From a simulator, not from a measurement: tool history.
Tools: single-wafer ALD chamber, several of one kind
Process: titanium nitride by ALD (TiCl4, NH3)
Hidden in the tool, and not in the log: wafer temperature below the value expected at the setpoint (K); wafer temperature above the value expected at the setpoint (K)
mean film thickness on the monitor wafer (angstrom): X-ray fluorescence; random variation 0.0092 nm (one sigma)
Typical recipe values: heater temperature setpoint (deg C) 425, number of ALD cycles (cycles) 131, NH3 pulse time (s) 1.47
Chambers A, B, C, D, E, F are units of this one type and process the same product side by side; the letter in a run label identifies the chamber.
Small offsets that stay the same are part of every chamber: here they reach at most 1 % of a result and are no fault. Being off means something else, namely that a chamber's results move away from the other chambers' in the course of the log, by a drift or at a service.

| run | hour | heater temperature setpoint (deg C) | number of ALD cycles (cycles) | NH3 pulse time (s) | hours since the last thermocouple change | read-back reference wafer on the same gauge, thickness_nm | mean film thickness on the monitor wafer (angstrom) |
|---|---|---|---|---|---|---|---|
| 1D | 6.3 | 425 | 131 | 1.47 | 2912.5 | 2.3497 | 28.769 |
| 2B | 16.5 | 425 | 131 | 1.47 | 1107.2 | 2.3501 | 28.915 |
| 3A | 22.2 | 425 | 131 | 1.47 | 930.5 | 2.3489 | 28.74 |
| 4F | 32 | 425 | 131 | 1.47 | 1386.7 | 2.3486 | 28.955 |
| 5E | 40.3 | 425 | 131 | 1.47 | 1547.1 | 2.3503 | 28.969 |
| 6C | 49.9 | 415 | 150 | 1.47 | 1984.2 | 2.3491 | 32.739 |
| 7C | 60.5 | 415 | 150 | 1.47 | 1994.8 | 2.3487 | 32.647 |
| 8A | 65.8 | 415 | 150 | 1.47 | 974.1 | 2.3496 | 32.682 |
| 9E | 76 | 415 | 150 | 1.47 | 1582.8 | 2.3505 | 33.115 |
| 10D | 85.4 | 415 | 150 | 1.47 | 2991.6 | 2.3506 | 32.824 |
| 11B | 96.6 | 415 | 150 | 1.47 | 1187.3 | 2.351 | 33.116 |
|  | 100.9 | chamber F: thermocouple changed; heater temperature recalibrated |
| 12F | 108 | 425 | 131 | 1.47 | 7.1 | 2.3497 | 28.872 |
| 13A | 116.7 | 425 | 131 | 1.47 | 1025 | 2.3514 | 28.717 |
|  | 120.1 | chamber A: thermocouple changed; heater temperature recalibrated |
| 14D | 127.7 | 425 | 131 | 1.47 | 3033.9 | 2.3501 | 28.525 |
| 15F | 138.7 | 425 | 131 | 1.47 | 37.8 | 2.3491 | 28.924 |
| 16C | 146.5 | 425 | 131 | 1.47 | 2080.8 | 2.3506 | 28.835 |
| 17E | 156.4 | 425 | 131 | 1.47 | 1663.2 | 2.3486 | 29.126 |
| 18B | 165.7 | 425 | 131 | 1.47 | 1256.4 | 2.3503 | 29.001 |
| 19C | 175.8 | 425 | 123 | 1.47 | 2110.1 | 2.3494 | 26.978 |
| 20A | 185.9 | 425 | 123 | 1.47 | 65.8 | 2.3501 | 27.111 |
|  | 192.2 | chamber D: thermocouple changed; heater temperature recalibrated |
| 21E | 194.2 | 425 | 123 | 1.47 | 1701 | 2.3493 | 27.184 |
| 22B | 200.2 | 425 | 123 | 1.47 | 1290.9 | 2.3498 | 27.172 |
| 23D | 211.7 | 425 | 123 | 1.47 | 19.5 | 2.3497 | 27.094 |
| 24F | 222.8 | 425 | 123 | 1.47 | 121.9 | 2.3488 | 26.984 |
| 25E | 229.3 | 425 | 107 | 1.47 | 1736.1 | 2.3492 | 23.577 |
| 26F | 237.1 | 425 | 107 | 1.47 | 136.2 | 2.3514 | 23.597 |
| 27A | 243.1 | 425 | 107 | 1.47 | 123 | 2.3516 | 23.567 |
| 28B | 255.1 | 425 | 107 | 1.47 | 1345.8 | 2.3512 | 23.681 |
| 29D | 261.5 | 425 | 107 | 1.47 | 69.3 | 2.3525 | 23.466 |
| 30C | 268.4 | 425 | 107 | 1.47 | 2202.7 | 2.3513 | 23.594 |
| 31A | 274.1 | 433 | 131 | 1.26 | 154 | 2.3502 | 28.739 |
| 32C | 280.7 | 433 | 131 | 1.26 | 2215 | 2.3498 | 28.692 |
| 33B | 289.1 | 433 | 131 | 1.26 | 1379.8 | 2.3492 | 28.778 |
| 34E | 298.7 | 433 | 131 | 1.26 | 1805.5 | 2.3508 | 29.007 |
| 35F | 306.7 | 433 | 131 | 1.26 | 205.8 | 2.35 | 28.752 |
| 36D | 315.3 | 433 | 131 | 1.26 | 123.1 | 2.35 | 28.623 |
| 37A | 325.7 | 425 | 131 | 1.47 | 205.6 | 2.3506 | 28.843 |
| 38D | 333.9 | 419 | 131 | 0.99 | 141.7 | 2.3486 | 28.252 |
| 39E | 344.9 | 419 | 131 | 0.99 | 1851.7 | 2.3508 | 28.666 |
| 40B | 351.1 | 419 | 131 | 0.99 | 1441.8 | 2.3497 | 28.343 |
| 41C | 362.5 | 419 | 131 | 0.99 | 2296.8 | 2.3498 | 28.005 |
| 42F | 369.8 | 419 | 131 | 0.99 | 268.9 | 2.3503 | 28.227 |
| 43A | 377.8 | 419 | 131 | 0.99 | 257.7 | 2.3493 | 28.222 |

Has any chamber moved away from the others, gradually or after a service, or does the common gauge drift, or do the chambers differ only by their own small steady offsets? State the chamber and the most likely cause if one applies.

Neither any chamber nor the gauge drifts; the chambers differ only by their own small, steady offsets.
